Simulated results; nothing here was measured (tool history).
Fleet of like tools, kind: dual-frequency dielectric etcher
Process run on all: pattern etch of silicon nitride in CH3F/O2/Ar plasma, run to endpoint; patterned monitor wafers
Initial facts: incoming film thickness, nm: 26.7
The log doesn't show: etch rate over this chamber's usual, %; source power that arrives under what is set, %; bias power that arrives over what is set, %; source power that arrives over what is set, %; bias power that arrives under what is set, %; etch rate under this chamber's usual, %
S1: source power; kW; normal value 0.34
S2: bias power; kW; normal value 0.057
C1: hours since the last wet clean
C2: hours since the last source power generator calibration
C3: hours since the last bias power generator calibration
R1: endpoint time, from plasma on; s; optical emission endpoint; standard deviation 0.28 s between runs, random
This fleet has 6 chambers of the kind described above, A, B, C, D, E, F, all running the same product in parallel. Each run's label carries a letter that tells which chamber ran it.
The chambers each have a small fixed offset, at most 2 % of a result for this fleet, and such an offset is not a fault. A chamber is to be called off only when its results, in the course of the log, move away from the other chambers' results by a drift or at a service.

run	hour	S1	S2	C1	C2	C3	R1
1D	12.4	0.34	0.057	493.7	1290.4	1428.5	44.192
2B	26.4	0.34	0.057	208.8	1078.8	931	44.336
3A	33.4	0.34	0.057	190.7	1389	319.2	45.017
4F	44.8	0.34	0.057	167.5	178.7	1316.1	44.187
# hour 46.9: chamber E: wet clean of the chamber
5E	51.8	0.34	0.057	4.9	472.4	680.3	44.501
# hour 53.9: chamber D: wet clean of the chamber
6C	67.2	0.34	0.057	339.9	973.5	692.6	43.491
7F	81.8	0.34	0.057	204.5	215.7	1353.1	44.498
8D	89.2	0.34	0.057	35.4	1367.2	1505.3	44.148
9B	98.5	0.34	0.057	280.9	1150.9	1003.1	44.724
10C	106.3	0.34	0.057	379	1012.6	731.7	44.435
11E	113.9	0.34	0.057	67	534.5	742.4	44.193
12A	121.7	0.28	0.064	279	1477.3	407.5	46.715
13A	128.4	0.28	0.064	285.7	1484	414.2	46.994
14B	139.6	0.28	0.064	322	1192	1044.2	46.651
15E	148.5	0.28	0.064	101.6	569.1	777	46.265
16F	159.8	0.28	0.064	282.5	293.7	1431.1	46.332
17D	167.9	0.28	0.064	114.1	1445.9	1584	46.279
18C	181.5	0.34	0.057	454.2	1087.8	806.9	44.34
19A	195.5	0.37	0.057	352.8	1551.1	481.3	43.457
20B	204.7	0.37	0.057	387.1	1257.1	1109.3	43.034
# hour 206.3: chamber B: wet clean of the chamber
21D	211.5	0.37	0.057	157.7	1489.5	1627.6	42.612
22E	221.8	0.37	0.057	174.9	642.4	850.3	43.534
23C	229.9	0.37	0.057	502.6	1136.2	855.3	42.688
24F	237.3	0.37	0.057	360	371.2	1508.6	43.823
25D	251.6	0.34	0.057	197.8	1529.6	1667.7	43.914
26B	266.7	0.34	0.057	60.4	1319.1	1171.3	44.905
27F	280.5	0.39	0.048	403.2	414.4	1551.8	45.484
28E	295.5	0.39	0.048	248.6	716.1	924	44.454
29A	308.9	0.39	0.048	466.2	1664.5	594.7	45.879
30C	319.8	0.39	0.048	592.5	1226.1	945.2	43.931
# hour 326.2: chamber C: wet clean of the chamber
31F	328.1	0.39	0.048	450.8	462	1599.4	45.79
32C	339.1	0.39	0.048	12.9	1245.4	964.5	44.59
33B	350.1	0.34	0.057	143.8	1402.5	1254.7	44.457
# hour 356.4: chamber A: wet clean of the chamber
34D	361	0.34	0.057	307.2	1639	1777.1	43.75
35A	373	0.34	0.057	16.6	1728.6	658.8	45.003
# hour 382: chamber E: wet clean of the chamber
36E	385.4	0.39	0.069	3.4	806	1013.9	39.602
37B	396.1	0.39	0.069	189.8	1448.5	1300.7	39.945
38E	403.5	0.39	0.069	21.5	824.1	1032	39.758

All chambers now run identical settings, listed one chamber a line with results as question marks. What results will each chamber show?
39A	414.7	0.34	0.057				?
39B	414.7	0.34	0.057				?
39C	414.7	0.34	0.057				?
39D	414.7	0.34	0.057				?
39E	414.7	0.34	0.057				?
39F	414.7	0.34	0.057				?

run	R1
39A	45.329
39B	44.563
39C	44.018
39D	44.115
39E	44.413
39F	45.691
